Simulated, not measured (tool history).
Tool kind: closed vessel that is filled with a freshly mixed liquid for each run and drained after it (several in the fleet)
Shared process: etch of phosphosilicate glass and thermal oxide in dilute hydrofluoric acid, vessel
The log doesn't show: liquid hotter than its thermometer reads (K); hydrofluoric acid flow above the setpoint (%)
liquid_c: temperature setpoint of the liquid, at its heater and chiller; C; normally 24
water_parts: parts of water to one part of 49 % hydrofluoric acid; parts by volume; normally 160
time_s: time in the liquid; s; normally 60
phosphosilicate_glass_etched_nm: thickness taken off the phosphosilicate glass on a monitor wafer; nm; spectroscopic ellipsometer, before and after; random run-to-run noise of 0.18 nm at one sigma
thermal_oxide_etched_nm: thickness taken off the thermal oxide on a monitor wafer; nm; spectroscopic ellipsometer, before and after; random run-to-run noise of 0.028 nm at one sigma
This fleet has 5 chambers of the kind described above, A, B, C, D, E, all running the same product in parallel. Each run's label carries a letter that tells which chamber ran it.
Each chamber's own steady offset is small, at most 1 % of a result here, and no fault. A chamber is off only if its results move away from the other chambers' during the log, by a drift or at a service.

run,hour,liquid_c,water_parts,time_s,hours since the thermometer was replaced,hours since the hydrofluoric acid flow meter was replaced,"read-back film thickness of the phosphosilicate glass reference wafer, read on the same gauge (nm)","read-back film thickness of the thermal oxide reference wafer, read on the same gauge (nm)",phosphosilicate_glass_etched_nm,thermal_oxide_etched_nm
1D,9.2,24,160,60,231,805.7,120.01,70.044,48.355,1.6315
2A,16.7,24,160,60,1445.4,492.1,120,69.995,47.894,1.5583
3C,26.6,24,160,60,401.5,460.9,119.97,70.011,48.172,1.5984
# hour 31.6: chamber D: hydrofluoric acid flow meter replaced
4B,32.1,24,160,60,85.7,67.6,120.04,69.992,48.354,1.6567
5E,36.7,24,160,60,828.9,205.2,120.05,69.98,48.193,1.612
6D,45.8,22.5,205,60,267.6,14.3,119.97,70.012,33.606,1.1743
7A,54.9,22.5,205,60,1483.6,530.3,119.96,70.004,33.354,1.1155
8B,64.9,22.5,205,60,118.5,100.4,120,70.01,33.909,1.1311
9E,71.2,22.5,205,60,863.4,239.7,119.99,70.009,33.583,1.1426
10C,76.9,22.5,205,60,451.8,511.2,120,69.99,33.802,1.1167
11C,86.3,21.5,160,75,461.2,520.6,119.95,69.991,54.075,1.8586
12E,92.2,21.5,160,75,884.4,260.7,119.98,70,54.567,1.8601
13D,101.4,21.5,160,75,323.2,69.9,120.01,69.997,55.165,1.8802
14B,110.2,21.5,160,75,163.8,145.7,120,70.021,54.519,1.8284
15A,114.6,21.5,160,75,1543.3,590,120.02,69.99,54.301,1.7916
16A,119.7,24,160,60,1548.4,595.1,119.95,69.964,48.124,1.5277
17E,129,24,160,60,921.2,297.5,119.97,69.996,47.906,1.5828
18B,138.4,24,85,60,192,173.9,119.97,70.011,97.559,3.3657
19D,145.4,24,85,60,367.2,113.9,120,69.99,99.163,3.3668
20C,151.4,24,85,60,526.3,585.7,120.06,69.981,98.741,3.2484
21A,159,24,85,60,1587.7,634.4,120.02,70.024,100.33,3.3508
# hour 161.6: chamber C: thermometer replaced
22C,165.3,24,85,60,3.7,599.6,120.02,69.993,98.935,3.3207
23D,171.8,24,160,60,393.6,140.3,119.98,69.988,47.82,1.673
24B,179.2,24,160,60,232.8,214.7,120.04,70.003,47.927,1.6229
25E,187.2,24,160,60,979.4,355.7,120.04,69.993,47.994,1.619
26D,192.3,28,160,60,414.1,160.8,120.02,69.974,55.398,1.869
27E,202.4,28,160,60,994.6,370.9,120.03,70.005,55.573,1.8972
28A,212.1,28,160,60,1640.8,687.5,120,70.006,55.785,1.8989
29C,222,28,160,60,60.4,656.3,120.03,70.014,55.885,1.9096
30B,227.5,28,160,60,281.1,263,119.99,70.004,55.82,1.8692
31E,234,24,160,60,1026.2,402.5,120.02,70.021,47.974,1.6459
32A,240.7,24,160,60,1669.4,716.1,120.03,70.017,48.156,1.6096

Each of the 5 chambers runs these same settings next. Fill in every chamber's results:
33A,248.1,24,160,60,,,,,?,?
33B,248.1,24,160,60,,,,,?,?
33C,248.1,24,160,60,,,,,?,?
33D,248.1,24,160,60,,,,,?,?
33E,248.1,24,160,60,,,,,?,?

run,phosphosilicate_glass_etched_nm,thermal_oxide_etched_nm
33A,47.691,1.6677
33B,47.93,1.6547
33C,48.034,1.5948
33D,48.034,1.6161
33E,48.053,1.615
